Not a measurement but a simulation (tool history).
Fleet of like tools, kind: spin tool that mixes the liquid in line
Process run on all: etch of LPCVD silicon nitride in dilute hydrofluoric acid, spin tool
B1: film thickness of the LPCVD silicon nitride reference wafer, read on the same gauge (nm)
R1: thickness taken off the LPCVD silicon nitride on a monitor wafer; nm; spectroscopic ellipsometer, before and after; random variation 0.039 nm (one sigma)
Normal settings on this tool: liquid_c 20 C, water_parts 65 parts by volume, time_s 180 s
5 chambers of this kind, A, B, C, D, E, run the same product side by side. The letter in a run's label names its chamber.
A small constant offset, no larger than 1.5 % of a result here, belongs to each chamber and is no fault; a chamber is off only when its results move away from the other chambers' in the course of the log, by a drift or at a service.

Run 1D, hour 9.3: usual settings; B1 30.011. Result: R1 1.03770 nm.
Run 2B, hour 18.7: usual settings; B1 29.990. Result: R1 0.97952 nm.
Run 3C, hour 26.5: usual settings; B1 29.990. Result: R1 1.01030 nm.
Run 4A, hour 35.8: usual settings; B1 29.996. Result: R1 1.08540 nm.
Run 5E, hour 42.7: usual settings; B1 29.990. Result: R1 0.94915 nm.
Run 6A, hour 48.8: usual settings; B1 29.990. Result: R1 0.97467 nm.
Run 7B, hour 55.9: usual settings; B1 30.015. Result: R1 0.95840 nm.
Run 8D, hour 67.7: usual settings; B1 30.032. Result: R1 0.90937 nm.
Run 9E, hour 76.0: usual settings; B1 30.004. Result: R1 1.00710 nm.
Run 10C, hour 85.2: usual settings; B1 29.998. Result: R1 0.98812 nm.
Run 11C, hour 91.2: usual settings; B1 29.973. Result: R1 1.03690 nm.
Run 12E, hour 99.0: usual settings; B1 29.981. Result: R1 1.02330 nm.
Run 13D, hour 110.3: usual settings; B1 29.984. Result: R1 1.02570 nm.
Run 14B, hour 119.1: usual settings; B1 29.966. Result: R1 1.02520 nm.
Run 15A, hour 127.7: usual settings; B1 29.984. Result: R1 0.98141 nm.
Run 16A, hour 135.1: usual settings; B1 30.010. Result: R1 0.98152 nm.
Run 17D, hour 141.4: usual settings; B1 29.986. Result: R1 0.98363 nm.
Run 18E, hour 147.1: usual settings but water_parts 45 parts by volume; B1 30.017. Result: R1 1.47790 nm.
Run 19B, hour 156.7: usual settings but water_parts 45 parts by volume; B1 29.992. Result: R1 1.45720 nm.
Run 20C, hour 167.9: usual settings but water_parts 45 parts by volume; B1 29.961. Result: R1 1.37130 nm.
Run 21A, hour 174.3: usual settings but water_parts 45 parts by volume; B1 29.989. Result: R1 1.51230 nm.
Run 22B, hour 183.9: usual settings but water_parts 45 parts by volume; B1 29.993. Result: R1 1.47940 nm.
Run 23C, hour 192.8: usual settings; B1 29.993. Result: R1 1.03350 nm.
Run 24D, hour 198.5: usual settings; B1 29.986. Result: R1 1.02430 nm.
Run 25E, hour 204.5: usual settings; B1 30.018. Result: R1 0.98325 nm.
At hour 211.1: chamber C: thermometer replaced.
Run 26C, hour 216.4: usual settings; B1 29.986. Result: R1 0.96866 nm.
Run 27D, hour 226.4: usual settings; B1 30.007. Result: R1 1.00840 nm.
Run 28A, hour 236.1: usual settings; B1 30.000. Result: R1 1.04080 nm.
Run 29B, hour 245.2: usual settings but time_s 235 s; B1 30.009. Result: R1 1.26740 nm.
Run 30E, hour 252.3: usual settings but time_s 235 s; B1 30.036. Result: R1 1.22900 nm.
Run 31B, hour 261.7: usual settings but time_s 235 s; B1 30.024. Result: R1 1.25080 nm.
Run 32E, hour 267.1: usual settings but time_s 235 s; B1 29.980. Result: R1 1.38720 nm.
Run 33D, hour 277.9: usual settings but time_s 235 s; B1 30.006. Result: R1 1.29240 nm.
Run 34C, hour 289.7: usual settings; B1 29.979. Result: R1 0.94863 nm.
Run 35A, hour 297.6: usual settings; B1 29.998. Result: R1 1.10280 nm.

Is one chamber off against the others, does the gauge drift, or is nothing wrong? If a chamber is off, say which, and what the likeliest cause is.

The fleet is healthy, with each chamber sitting at its usual small offset and no drift in the gauge.
